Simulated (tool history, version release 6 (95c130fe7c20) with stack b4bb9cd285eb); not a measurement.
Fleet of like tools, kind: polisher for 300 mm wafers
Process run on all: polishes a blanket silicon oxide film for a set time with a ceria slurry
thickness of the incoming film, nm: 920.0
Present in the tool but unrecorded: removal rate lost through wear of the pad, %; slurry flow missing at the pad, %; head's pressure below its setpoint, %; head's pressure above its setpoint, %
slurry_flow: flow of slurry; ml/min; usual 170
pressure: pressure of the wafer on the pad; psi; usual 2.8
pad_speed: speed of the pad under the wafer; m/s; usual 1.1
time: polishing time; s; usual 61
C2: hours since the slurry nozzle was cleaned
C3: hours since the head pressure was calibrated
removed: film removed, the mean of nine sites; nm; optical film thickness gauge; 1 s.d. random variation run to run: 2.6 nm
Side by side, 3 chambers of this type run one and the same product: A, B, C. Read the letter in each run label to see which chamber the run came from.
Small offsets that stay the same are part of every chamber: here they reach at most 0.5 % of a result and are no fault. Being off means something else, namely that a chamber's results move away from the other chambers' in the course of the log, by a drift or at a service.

-- day=0.171 chamber A: worn pad replaced by a new one
run 1B day=0.246 | slurry_flow=170 pressure=2.8 pad_speed=1.1 time=61 | wafers_polished_on_this_pad=463 C2=122.4 C3=336.8 | removed=319.53
run 2C day=0.625 | slurry_flow=170 pressure=2.8 pad_speed=1.1 time=61 | wafers_polished_on_this_pad=431 C2=418.6 C3=1020.1 | removed=317.45
run 3A day=0.838 | slurry_flow=170 pressure=2.8 pad_speed=1.1 time=61 | wafers_polished_on_this_pad=235 C2=146.1 C3=342.6 | removed=321.22
run 4C day=1.067 | slurry_flow=170 pressure=2.8 pad_speed=1.1 time=61 | wafers_polished_on_this_pad=586 C2=429.2 C3=1030.7 | removed=318.4
-- day=1.096 chamber B: worn pad replaced by a new one
run 5A day=1.242 | slurry_flow=170 pressure=2.8 pad_speed=1.1 time=61 | wafers_polished_on_this_pad=377 C2=155.8 C3=352.3 | removed=319.14
run 6B day=1.471 | slurry_flow=170 pressure=2.8 pad_speed=1.1 time=61 | wafers_polished_on_this_pad=133 C2=151.8 C3=366.2 | removed=318.85
run 7A day=1.708 | slurry_flow=170 pressure=2.8 pad_speed=1.1 time=61 | wafers_polished_on_this_pad=542 C2=167 C3=363.5 | removed=323.24
-- day=1.738 chamber C: head pressure recalibrated
-- day=2 chamber C: worn pad replaced by a new one
run 8C day=2.079 | slurry_flow=170 pressure=2.8 pad_speed=1.1 time=61 | wafers_polished_on_this_pad=28 C2=453.5 C3=8.2 | removed=319.05
run 9B day=2.325 | slurry_flow=170 pressure=2.8 pad_speed=1.1 time=61 | wafers_polished_on_this_pad=433 C2=172.3 C3=386.7 | removed=317.32
-- day=2.517 chamber A: worn pad replaced by a new one
run 10A day=2.579 | slurry_flow=205 pressure=2 pad_speed=1.1 time=61 | wafers_polished_on_this_pad=22 C2=187.9 C3=384.4 | removed=235.64
run 11B day=2.95 | slurry_flow=205 pressure=2 pad_speed=1.1 time=61 | wafers_polished_on_this_pad=653 C2=187.3 C3=401.7 | removed=233.83
-- day=3.133 chamber B: worn pad replaced by a new one
run 12C day=3.325 | slurry_flow=205 pressure=2 pad_speed=1.1 time=61 | wafers_polished_on_this_pad=466 C2=483.4 C3=38.1 | removed=231.69
run 13A day=3.567 | slurry_flow=170 pressure=2.8 pad_speed=1.1 time=61 | wafers_polished_on_this_pad=369 C2=211.6 C3=408.1 | removed=313.08
run 14C day=3.85 | slurry_flow=170 pressure=2.8 pad_speed=1.1 time=61 | wafers_polished_on_this_pad=650 C2=496 C3=50.7 | removed=314.14
-- day=4.125 chamber C: worn pad replaced by a new one
run 15B day=4.238 | slurry_flow=170 pressure=2.8 pad_speed=1.1 time=61 | wafers_polished_on_this_pad=389 C2=218.2 C3=432.6 | removed=319.51
run 16C day=4.575 | slurry_flow=170 pressure=2.8 pad_speed=1.1 time=61 | wafers_polished_on_this_pad=158 C2=513.4 C3=68.1 | removed=325.05
-- day=4.838 chamber A: worn pad replaced by a new one
run 17B day=4.938 | slurry_flow=170 pressure=2.8 pad_speed=1.1 time=61 | wafers_polished_on_this_pad=635 C2=235 C3=449.4 | removed=317.11
run 18A day=5.25 | slurry_flow=170 pressure=3.7 pad_speed=1.1 time=61 | wafers_polished_on_this_pad=146 C2=252 C3=448.5 | removed=419.45
run 19B day=5.538 | slurry_flow=170 pressure=3.7 pad_speed=1.1 time=61 | wafers_polished_on_this_pad=846 C2=249.4 C3=463.8 | removed=422.32
-- day=5.554 chamber B: worn pad replaced by a new one
run 20C day=5.875 | slurry_flow=170 pressure=3.7 pad_speed=1.1 time=61 | wafers_polished_on_this_pad=615 C2=544.6 C3=99.3 | removed=416.14
run 21A day=6.192 | slurry_flow=170 pressure=2.8 pad_speed=1.1 time=61 | wafers_polished_on_this_pad=477 C2=274.6 C3=471.1 | removed=312.52
-- day=6.2 chamber C: worn pad replaced by a new one
run 22A day=6.367 | slurry_flow=170 pressure=2.8 pad_speed=1.1 time=61 | wafers_polished_on_this_pad=538 C2=278.8 C3=475.3 | removed=312.91
run 23C day=6.654 | slurry_flow=170 pressure=2.8 pad_speed=1.1 time=61 | wafers_polished_on_this_pad=160 C2=563.3 C3=118 | removed=321.67
-- day=6.942 chamber C: slurry nozzle cleaned
run 24B day=7.029 | slurry_flow=170 pressure=2.8 pad_speed=1.1 time=61 | wafers_polished_on_this_pad=519 C2=285.2 C3=499.6 | removed=318.6
run 25B day=7.271 | slurry_flow=170 pressure=2.8 pad_speed=1.1 time=61 | wafers_polished_on_this_pad=604 C2=291 C3=505.4 | removed=323.69
-- day=7.288 chamber A: worn pad replaced by a new one
-- day=7.458 chamber B: worn pad replaced by a new one
run 26A day=7.638 | slurry_flow=170 pressure=2.8 pad_speed=1.1 time=61 | wafers_polished_on_this_pad=123 C2=309.3 C3=505.8 | removed=316.48
run 27C day=7.846 | slurry_flow=170 pressure=2.8 pad_speed=1.1 time=61 | wafers_polished_on_this_pad=579 C2=21.8 C3=146.6 | removed=318.2
run 28A day=8.058 | slurry_flow=170 pressure=2.8 pad_speed=1.1 time=61 | wafers_polished_on_this_pad=271 C2=319.4 C3=515.9 | removed=313.36
run 29C day=8.379 | slurry_flow=170 pressure=2.8 pad_speed=1.1 time=61 | wafers_polished_on_this_pad=766 C2=34.6 C3=159.4 | removed=322.44
-- day=8.454 chamber C: worn pad replaced by a new one
run 30B day=8.721 | slurry_flow=170 pressure=2.8 pad_speed=1.1 time=61 | wafers_polished_on_this_pad=444 C2=325.8 C3=540.2 | removed=320.06
run 31B day=8.979 | slurry_flow=170 pressure=2.8 pad_speed=1.1 time=61 | wafers_polished_on_this_pad=535 C2=332 C3=546.4 | removed=315.8
-- day=9.179 chamber A: worn pad replaced by a new one
run 32C day=9.354 | slurry_flow=170 pressure=2.8 pad_speed=1.1 time=61 | wafers_polished_on_this_pad=316 C2=58 C3=182.8 | removed=315.48
-- day=9.462 chamber B: worn pad replaced by a new one
run 33A day=9.662 | slurry_flow=170 pressure=2.8 pad_speed=1.1 time=61 | wafers_polished_on_this_pad=171 C2=357.9 C3=554.4 | removed=308.41
run 34B day=9.929 | slurry_flow=170 pressure=2.8 pad_speed=1.1 time=61 | wafers_polished_on_this_pad=164 C2=354.8 C3=569.2 | removed=322.92
run 35A day=10.162 | slurry_flow=170 pressure=2.8 pad_speed=1.1 time=61 | wafers_polished_on_this_pad=347 C2=369.9 C3=566.4 | removed=303.37
run 36C day=10.404 | slurry_flow=170 pressure=2.8 pad_speed=1.1 time=61 | wafers_polished_on_this_pad=685 C2=83.2 C3=208 | removed=322.1
-- day=10.612 chamber C: worn pad replaced by a new one
run 37C day=10.75 | slurry_flow=170 pressure=2.8 pad_speed=1.1 time=61 | wafers_polished_on_this_pad=49 C2=91.5 C3=216.3 | removed=316.98

For the next run the whole fleet of 3 chambers uses the same settings. Give each chamber's results:
run 38A day=11.029 | slurry_flow=170 pressure=2.8 pad_speed=1.1 time=61 | removed=?
run 38B day=11.029 | slurry_flow=170 pressure=2.8 pad_speed=1.1 time=61 | removed=?
run 38C day=11.029 | slurry_flow=170 pressure=2.8 pad_speed=1.1 time=61 | removed=?

run=38A removed=301.52
run=38B removed=317.23
run=38C removed=323.27
